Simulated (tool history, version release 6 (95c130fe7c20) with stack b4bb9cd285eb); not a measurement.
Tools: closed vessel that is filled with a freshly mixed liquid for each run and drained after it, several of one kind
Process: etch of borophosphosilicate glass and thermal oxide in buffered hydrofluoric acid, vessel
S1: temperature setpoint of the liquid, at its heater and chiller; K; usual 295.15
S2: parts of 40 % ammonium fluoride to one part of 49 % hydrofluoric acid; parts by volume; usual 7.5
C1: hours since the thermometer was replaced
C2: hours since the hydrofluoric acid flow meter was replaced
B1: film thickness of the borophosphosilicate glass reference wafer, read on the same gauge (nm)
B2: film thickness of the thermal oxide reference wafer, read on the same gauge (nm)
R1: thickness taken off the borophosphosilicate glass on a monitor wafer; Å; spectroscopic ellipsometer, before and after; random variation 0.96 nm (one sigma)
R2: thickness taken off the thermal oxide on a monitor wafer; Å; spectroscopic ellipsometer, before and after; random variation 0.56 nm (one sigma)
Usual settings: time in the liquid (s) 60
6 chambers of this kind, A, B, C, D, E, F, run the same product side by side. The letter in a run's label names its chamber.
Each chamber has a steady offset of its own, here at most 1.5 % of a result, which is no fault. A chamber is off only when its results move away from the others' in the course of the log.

run 1B hour=14.8 | S1=295.15 S2=7.5 time_in_the_liquid_(s)=60 | C1=1731.2 C2=337.7 | B1=129.99 B2=110.02 | R1=1122.80 R2=781.59
-- hour=20.1 chamber A: thermometer replaced
run 2E hour=27.7 | S1=295.15 S2=7.5 time_in_the_liquid_(s)=60 | C1=1604.9 C2=497.3 | B1=130.02 B2=109.99 | R1=1137.40 R2=787.05
run 3F hour=39.6 | S1=295.15 S2=7.5 time_in_the_liquid_(s)=60 | C1=767.7 C2=1848.5 | B1=130.00 B2=110.03 | R1=1122.90 R2=792.46
run 4C hour=55.3 | S1=295.15 S2=7.5 time_in_the_liquid_(s)=60 | C1=1706.3 C2=75.6 | B1=129.98 B2=109.99 | R1=1096.70 R2=785.33
run 5A hour=63.5 | S1=295.15 S2=7.5 time_in_the_liquid_(s)=60 | C1=43.5 C2=1892.3 | B1=129.97 B2=110.02 | R1=1111.60 R2=779.35
run 6D hour=74.9 | S1=295.15 S2=7.5 time_in_the_liquid_(s)=50 | C1=191.7 C2=580.6 | B1=129.99 B2=110.01 | R1=932.21 R2=649.72
run 7A hour=85.4 | S1=295.15 S2=7.5 time_in_the_liquid_(s)=50 | C1=65.4 C2=1914.2 | B1=130.01 B2=110.00 | R1=950.10 R2=641.94
run 8B hour=98.9 | S1=295.15 S2=7.5 time_in_the_liquid_(s)=50 | C1=1815.3 C2=421.8 | B1=130.00 B2=109.97 | R1=927.30 R2=643.46
-- hour=99.2 chamber F: hydrofluoric acid flow meter replaced
run 9C hour=110.8 | S1=295.15 S2=7.5 time_in_the_liquid_(s)=50 | C1=1761.8 C2=131.1 | B1=130.00 B2=109.97 | R1=926.18 R2=644.89
run 10D hour=123.0 | S1=295.15 S2=7.5 time_in_the_liquid_(s)=50 | C1=239.8 C2=628.7 | B1=129.99 B2=109.99 | R1=925.68 R2=658.79
run 11F hour=134.7 | S1=295.15 S2=7.5 time_in_the_liquid_(s)=50 | C1=862.8 C2=35.6 | B1=130.02 B2=109.98 | R1=943.16 R2=655.89
run 12E hour=150.9 | S1=295.15 S2=7.5 time_in_the_liquid_(s)=60 | C1=1728.1 C2=620.5 | B1=130.00 B2=110.03 | R1=1138.00 R2=783.87
run 13C hour=163.4 | S1=295.15 S2=7.5 time_in_the_liquid_(s)=60 | C1=1814.4 C2=183.7 | B1=130.00 B2=110.02 | R1=1116.10 R2=766.06
run 14D hour=176.1 | S1=295.15 S2=7.5 time_in_the_liquid_(s)=60 | C1=292.9 C2=681.8 | B1=129.99 B2=110.04 | R1=1121.00 R2=783.16
-- hour=182.0 chamber A: hydrofluoric acid flow meter replaced
run 15A hour=188.0 | S1=295.15 S2=7.5 time_in_the_liquid_(s)=60 | C1=168.0 C2=6.0 | B1=130.01 B2=110.01 | R1=1131.20 R2=777.98
run 16E hour=197.7 | S1=295.15 S2=7.5 time_in_the_liquid_(s)=60 | C1=1774.9 C2=667.3 | B1=129.99 B2=109.99 | R1=1132.10 R2=782.91
run 17B hour=212.8 | S1=295.15 S2=7.5 time_in_the_liquid_(s)=60 | C1=1929.2 C2=535.7 | B1=130.00 B2=110.01 | R1=1134.20 R2=777.55
run 18F hour=226.7 | S1=295.15 S2=7.5 time_in_the_liquid_(s)=60 | C1=954.8 C2=127.6 | B1=129.99 B2=109.99 | R1=1133.50 R2=784.15
run 19F hour=234.4 | S1=293.15 S2=5.0 time_in_the_liquid_(s)=60 | C1=962.5 C2=135.3 | B1=130.00 B2=110.05 | R1=1443.10 R2=1010.80
run 20C hour=249.7 | S1=293.15 S2=5.0 time_in_the_liquid_(s)=60 | C1=1900.7 C2=270.0 | B1=130.02 B2=110.01 | R1=1442.40 R2=981.99
run 21D hour=265.0 | S1=293.15 S2=5.0 time_in_the_liquid_(s)=60 | C1=381.8 C2=770.7 | B1=129.99 B2=110.01 | R1=1462.20 R2=982.16
run 22B hour=278.1 | S1=293.15 S2=5.0 time_in_the_liquid_(s)=60 | C1=1994.5 C2=601.0 | B1=129.99 B2=110.02 | R1=1473.00 R2=987.23
run 23E hour=287.6 | S1=293.15 S2=5.0 time_in_the_liquid_(s)=60 | C1=1864.8 C2=757.2 | B1=130.02 B2=109.99 | R1=1471.90 R2=1017.10
run 24A hour=297.0 | S1=293.15 S2=5.0 time_in_the_liquid_(s)=60 | C1=277.0 C2=115.0 | B1=130.01 B2=110.00 | R1=1495.00 R2=1018.50
run 25F hour=305.4 | S1=291.15 S2=6.0 time_in_the_liquid_(s)=60 | C1=1033.5 C2=206.3 | B1=129.99 B2=109.95 | R1=1106.50 R2=777.23
run 26E hour=313.8 | S1=291.15 S2=6.0 time_in_the_liquid_(s)=60 | C1=1891.0 C2=783.4 | B1=129.99 B2=109.97 | R1=1136.90 R2=777.44
-- hour=317.2 chamber B: thermometer replaced
run 27C hour=328.4 | S1=291.15 S2=6.0 time_in_the_liquid_(s)=60 | C1=1979.4 C2=348.7 | B1=129.99 B2=110.03 | R1=1090.90 R2=749.89
run 28D hour=340.9 | S1=291.15 S2=6.0 time_in_the_liquid_(s)=60 | C1=457.7 C2=846.6 | B1=130.02 B2=109.96 | R1=1094.30 R2=759.53
-- hour=352.6 chamber E: hydrofluoric acid flow meter replaced
run 29B hour=355.1 | S1=291.15 S2=6.0 time_in_the_liquid_(s)=60 | C1=37.9 C2=678.0 | B1=129.99 B2=110.01 | R1=1094.70 R2=763.36
run 30A hour=368.2 | S1=291.15 S2=6.0 time_in_the_liquid_(s)=60 | C1=348.2 C2=186.2 | B1=130.01 B2=110.00 | R1=1132.40 R2=776.90
run 31F hour=379.1 | S1=295.15 S2=7.5 time_in_the_liquid_(s)=85 | C1=1107.2 C2=280.0 | B1=130.00 B2=110.02 | R1=1596.00 R2=1099.20
run 32B hour=390.8 | S1=295.15 S2=7.5 time_in_the_liquid_(s)=85 | C1=73.6 C2=713.7 | B1=130.00 B2=109.99 | R1=1568.50 R2=1091.90
run 33E hour=405.0 | S1=295.15 S2=7.5 time_in_the_liquid_(s)=85 | C1=1982.2 C2=52.5 | B1=129.98 B2=110.02 | R1=1607.00 R2=1125.00
run 34D hour=416.7 | S1=295.15 S2=7.5 time_in_the_liquid_(s)=85 | C1=533.5 C2=922.4 | B1=129.98 B2=109.97 | R1=1583.00 R2=1096.70
run 35A hour=424.2 | S1=295.15 S2=7.5 time_in_the_liquid_(s)=85 | C1=404.2 C2=242.2 | B1=129.99 B2=110.01 | R1=1611.60 R2=1090.20
-- hour=431.3 chamber C: hydrofluoric acid flow meter replaced
run 36C hour=434.6 | S1=295.15 S2=7.5 time_in_the_liquid_(s)=85 | C1=2085.6 C2=3.3 | B1=129.98 B2=110.04 | R1=1574.00 R2=1087.70
run 37A hour=442.7 | S1=295.15 S2=7.5 time_in_the_liquid_(s)=60 | C1=422.7 C2=260.7 | B1=129.99 B2=110.06 | R1=1129.70 R2=790.86
run 38C hour=453.0 | S1=295.15 S2=7.5 time_in_the_liquid_(s)=60 | C1=2104.0 C2=21.7 | B1=129.98 B2=110.00 | R1=1098.30 R2=786.78
run 39F hour=461.6 | S1=295.15 S2=7.5 time_in_the_liquid_(s)=60 | C1=1189.7 C2=362.5 | B1=129.99 B2=110.01 | R1=1112.40 R2=792.40
run 40E hour=472.0 | S1=295.15 S2=7.5 time_in_the_liquid_(s)=60 | C1=2049.2 C2=119.5 | B1=130.00 B2=109.95 | R1=1122.40 R2=772.26
run 41D hour=486.2 | S1=295.15 S2=7.5 time_in_the_liquid_(s)=60 | C1=603.0 C2=991.9 | B1=130.00 B2=109.95 | R1=1112.50 R2=781.53
run 42B hour=497.3 | S1=295.15 S2=7.5 time_in_the_liquid_(s)=60 | C1=180.1 C2=820.2 | B1=130.01 B2=109.99 | R1=1122.60 R2=778.11
run 43D hour=511.9 | S1=295.15 S2=7.5 time_in_the_liquid_(s)=60 | C1=628.7 C2=1017.6 | B1=129.98 B2=109.99 | R1=1104.40 R2=775.35

What goes on in this fleet: one chamber off, a drifting gauge, or nothing beyond the chambers' own small offsets? Name the chamber and the cause, if any.

No chamber stands off beyond its own small offset, and the gauge holds steady.
